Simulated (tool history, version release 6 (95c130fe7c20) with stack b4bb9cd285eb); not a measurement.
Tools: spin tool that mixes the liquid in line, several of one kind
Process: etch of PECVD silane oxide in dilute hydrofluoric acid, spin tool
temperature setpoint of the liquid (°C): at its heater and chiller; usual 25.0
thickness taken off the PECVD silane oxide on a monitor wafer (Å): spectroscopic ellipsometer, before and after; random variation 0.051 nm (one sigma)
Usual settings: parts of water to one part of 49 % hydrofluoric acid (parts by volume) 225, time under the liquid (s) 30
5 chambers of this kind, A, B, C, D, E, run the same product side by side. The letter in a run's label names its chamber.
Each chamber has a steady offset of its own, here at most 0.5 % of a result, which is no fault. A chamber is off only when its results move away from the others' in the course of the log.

run   hour  temperature setpoint of the liquid (°C)  parts of water to one part of 49 % hydrofluoric acid (parts by volume)  time under the liquid (s)  read-back film thickness of the PECVD silane oxide reference wafer, read on the same gauge (nm)  thickness taken off the PECVD silane oxide on a monitor wafer (Å)
 1D   12.8                                     25.0                                                                     225                         30                                                                                           149.99                                                             60.186
 2A   22.8                                     25.0                                                                     225                         30                                                                                           150.00                                                             59.825
 3C   34.7                                     25.0                                                                     225                         30                                                                                           149.99                                                             60.725
 4B   42.0                                     25.0                                                                     225                         30                                                                                           150.03                                                             59.661
 5E   52.9                                     25.0                                                                     225                         45                                                                                           150.01                                                             89.821
      54.2  -- chamber C: thermometer replaced
 6E   59.3                                     25.0                                                                     225                         45                                                                                           150.01                                                             88.574
 7D   65.3                                     25.0                                                                     225                         45                                                                                           150.01                                                             89.086
 8A   74.1                                     25.0                                                                     225                         45                                                                                           149.98                                                             90.263
 9C   81.6                                     25.0                                                                     225                         45                                                                                           149.99                                                             90.673
10B   90.8                                     25.0                                                                     225                         30                                                                                           149.98                                                             58.168
11C  102.2                                     25.0                                                                     165                         15                                                                                           150.02                                                             43.927
12B  115.2                                     25.0                                                                     165                         15                                                                                           150.01                                                             43.027
13A  127.6                                     25.0                                                                     165                         15                                                                                           150.02                                                             43.516
14E  139.2                                     25.0                                                                     165                         15                                                                                           150.01                                                             43.119
15D  148.8                                     25.0                                                                     165                         15                                                                                           150.02                                                             43.981
16D  158.4                                     25.0                                                                     225                         30                                                                                           149.99                                                             60.381
17B  166.6                                     25.0                                                                     225                         30                                                                                           150.00                                                             57.842
18E  177.9                                     25.0                                                                     225                         30                                                                                           149.97                                                             60.669
19C  186.5                                     25.0                                                                     225                         30                                                                                           149.99                                                             60.014
20A  193.6                                     25.0                                                                     225                         30                                                                                           150.00                                                             59.304
21A  204.8                                     22.5                                                                     225                         30                                                                                           150.00                                                             54.945
22E  214.3                                     22.5                                                                     225                         30                                                                                           149.97                                                             55.508
23C  227.2                                     22.5                                                                     225                         30                                                                                           149.99                                                             54.144
24B  239.0                                     22.5                                                                     225                         30                                                                                           150.00                                                             52.509
     239.7  -- chamber E: thermometer replaced
25D  247.7                                     22.5                                                                     225                         30                                                                                           149.99                                                             54.062
26D  254.4                                     25.0                                                                     225                         30                                                                                           150.01                                                             58.707
27A  264.4                                     25.0                                                                     225                         30                                                                                           150.01                                                             58.966
28C  275.5                                     25.0                                                                     225                         30                                                                                           149.99                                                             60.472
29E  283.9                                     25.0                                                                     225                         30                                                                                           149.99                                                             59.397
30B  292.2                                     25.0                                                                     225                         30                                                                                           149.99                                                             56.310
31D  301.3                                     25.0                                                                     225                         30                                                                                           149.99                                                             59.711
32C  308.3                                     25.0                                                                     120                         40                                                                                           150.02                                                            166.950
33A  314.9                                     25.0                                                                     120                         40                                                                                           150.01                                                            167.470
34E  322.7                                     25.0                                                                     120                         40                                                                                           149.99                                                            166.110
35B  332.1                                     25.0                                                                     120                         40                                                                                           150.01                                                            160.770
36E  343.8                                     25.0                                                                     120                         40                                                                                           149.98                                                            165.990
37A  355.9                                     25.0                                                                     225                         30                                                                                           149.99                                                             60.354
38C  365.3                                     25.0                                                                     125                         45                                                                                           150.00                                                            182.880
39B  371.1                                     25.0                                                                     125                         45                                                                                           149.99                                                            168.990
40D  383.2                                     25.0                                                                     125                         45                                                                                           150.00                                                            184.320

All 5 chambers run these settings next. Forecast each chamber's results:
41A  392.5                                     25.0                                                                     225                         30                                                                                                                                                                   ?
41B  392.5                                     25.0                                                                     225                         30                                                                                                                                                                   ?
41C  392.5                                     25.0                                                                     225                         30                                                                                                                                                                   ?
41D  392.5                                     25.0                                                                     225                         30                                                                                                                                                                   ?
41E  392.5                                     25.0                                                                     225                         30                                                                                                                                                                   ?

run  thickness taken off the PECVD silane oxide on a monitor wafer (Å)
41A                                                             60.126
41B                                                             55.286
41C                                                             60.453
41D                                                             59.004
41E                                                             60.633

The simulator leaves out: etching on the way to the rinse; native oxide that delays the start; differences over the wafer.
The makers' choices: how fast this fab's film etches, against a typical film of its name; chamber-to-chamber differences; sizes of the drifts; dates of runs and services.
